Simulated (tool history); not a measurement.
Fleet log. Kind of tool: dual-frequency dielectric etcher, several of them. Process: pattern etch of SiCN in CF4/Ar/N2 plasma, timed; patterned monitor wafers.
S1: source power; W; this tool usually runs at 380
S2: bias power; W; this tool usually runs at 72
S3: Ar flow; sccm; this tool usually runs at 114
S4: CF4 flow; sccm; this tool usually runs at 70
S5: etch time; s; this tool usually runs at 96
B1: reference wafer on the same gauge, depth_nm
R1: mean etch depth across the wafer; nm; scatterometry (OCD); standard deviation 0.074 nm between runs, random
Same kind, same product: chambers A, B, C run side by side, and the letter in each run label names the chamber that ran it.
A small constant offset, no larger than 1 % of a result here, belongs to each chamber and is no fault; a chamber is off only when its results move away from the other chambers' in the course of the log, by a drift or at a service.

Run 1B, day 0.108: usual settings; B1 63.924. Result: R1 70.115 nm.
Run 2A, day 0.3: usual settings; B1 63.931. Result: R1 69.218 nm.
Run 3C, day 0.4: usual settings; B1 63.926. Result: R1 69.697 nm.
Run 4C, day 0.488: usual settings; B1 63.935. Result: R1 69.543 nm.
Run 5A, day 0.575: usual settings; B1 63.926. Result: R1 69.177 nm.
Run 6B, day 0.758: usual settings; B1 63.939. Result: R1 70.042 nm.
Run 7B, day 0.883: usual settings; B1 63.948. Result: R1 70.049 nm.
Run 8A, day 1.067: usual settings; B1 63.95. Result: R1 69.268 nm.
Run 9C, day 1.196: usual settings; B1 63.967. Result: R1 69.721 nm.
Run 10A, day 1.312: usual settings; B1 63.96. Result: R1 69.306 nm.
Run 11B, day 1.479: usual settings; B1 63.963. Result: R1 70.094 nm.
Run 12C, day 1.658: usual settings; B1 63.996. Result: R1 69.81 nm.
Run 13A, day 1.829: usual settings; B1 63.975. Result: R1 69.363 nm.
Run 14B, day 1.95: usual settings; B1 63.991. Result: R1 70.104 nm.
Run 15C, day 2.067: usual settings but S1 440 W; B1 63.992. Result: R1 79.414 nm.
Run 16C, day 2.233: usual settings but S1 440 W; B1 63.982. Result: R1 79.352 nm.
Run 17A, day 2.371: usual settings but S1 440 W; B1 63.978. Result: R1 78.888 nm.
Run 18B, day 2.521: usual settings; B1 63.994. Result: R1 70.13 nm.
Run 19B, day 2.667: usual settings; B1 64.024. Result: R1 70.147 nm.
Run 20C, day 2.792: usual settings; B1 64.019. Result: R1 69.756 nm.
Run 21A, day 2.967: usual settings; B1 64.05. Result: R1 69.334 nm.
Run 22C, day 3.112: usual settings; B1 64.047. Result: R1 69.824 nm.
Run 23B, day 3.283: usual settings; B1 64.041. Result: R1 70.31 nm.
Run 24A, day 3.371: usual settings; B1 64.055. Result: R1 69.463 nm.
Run 25B, day 3.475: usual settings but S1 460 W; B1 64.044. Result: R1 82.888 nm.
Run 26C, day 3.604: usual settings but S1 460 W; B1 64.036. Result: R1 82.564 nm.
Run 27A, day 3.779: usual settings but S1 460 W; B1 64.07. Result: R1 82.123 nm.
Run 28A, day 3.883: usual settings; B1 64.085. Result: R1 69.367 nm.
At day 3.958: chamber A: wet clean of the chamber.
Run 29C, day 4.008: usual settings but S4 57 sccm; B1 64.091. Result: R1 67.799 nm.
Run 30B, day 4.138: usual settings but S4 57 sccm; B1 64.091. Result: R1 68.072 nm.
Run 31B, day 4.275: usual settings but S4 57 sccm; B1 64.108. Result: R1 67.978 nm.
Run 32C, day 4.412: usual settings; B1 64.096. Result: R1 69.925 nm.
Run 33A, day 4.546: usual settings but S1 430 W, S5 71 s; B1 64.114. Result: R1 57.218 nm.
Run 34C, day 4.708: usual settings but S1 430 W, S5 71 s; B1 64.115. Result: R1 57.575 nm.
Run 35A, day 4.904: usual settings but S1 430 W, S5 71 s; B1 64.122. Result: R1 57.367 nm.
Run 36B, day 5.042: usual settings; B1 64.118. Result: R1 70.326 nm.
Run 37B, day 5.171: usual settings; B1 64.144. Result: R1 70.198 nm.
Run 38A, day 5.312: usual settings; B1 64.148. Result: R1 69.503 nm.
Run 39C, day 5.425: usual settings; B1 64.158. Result: R1 70.033 nm.
Run 40B, day 5.525: usual settings; B1 64.152. Result: R1 70.437 nm.
Run 41A, day 5.65: usual settings; B1 64.144. Result: R1 69.472 nm.
Run 42C, day 5.817: usual settings; B1 64.169. Result: R1 70.069 nm.
Run 43B, day 5.979: usual settings; B1 64.17. Result: R1 70.376 nm.
Run 44C, day 6.092: usual settings; B1 64.175. Result: R1 69.97 nm.

Next, every chamber runs the same settings. What will each give?
Run 45A, day 6.233: usual settings. Result: R1 ?.
Run 45B, day 6.233: usual settings. Result: R1 ?.
Run 45C, day 6.233: usual settings. Result: R1 ?.

run      R1
45A  69.524
45B  70.335
45C   69.98

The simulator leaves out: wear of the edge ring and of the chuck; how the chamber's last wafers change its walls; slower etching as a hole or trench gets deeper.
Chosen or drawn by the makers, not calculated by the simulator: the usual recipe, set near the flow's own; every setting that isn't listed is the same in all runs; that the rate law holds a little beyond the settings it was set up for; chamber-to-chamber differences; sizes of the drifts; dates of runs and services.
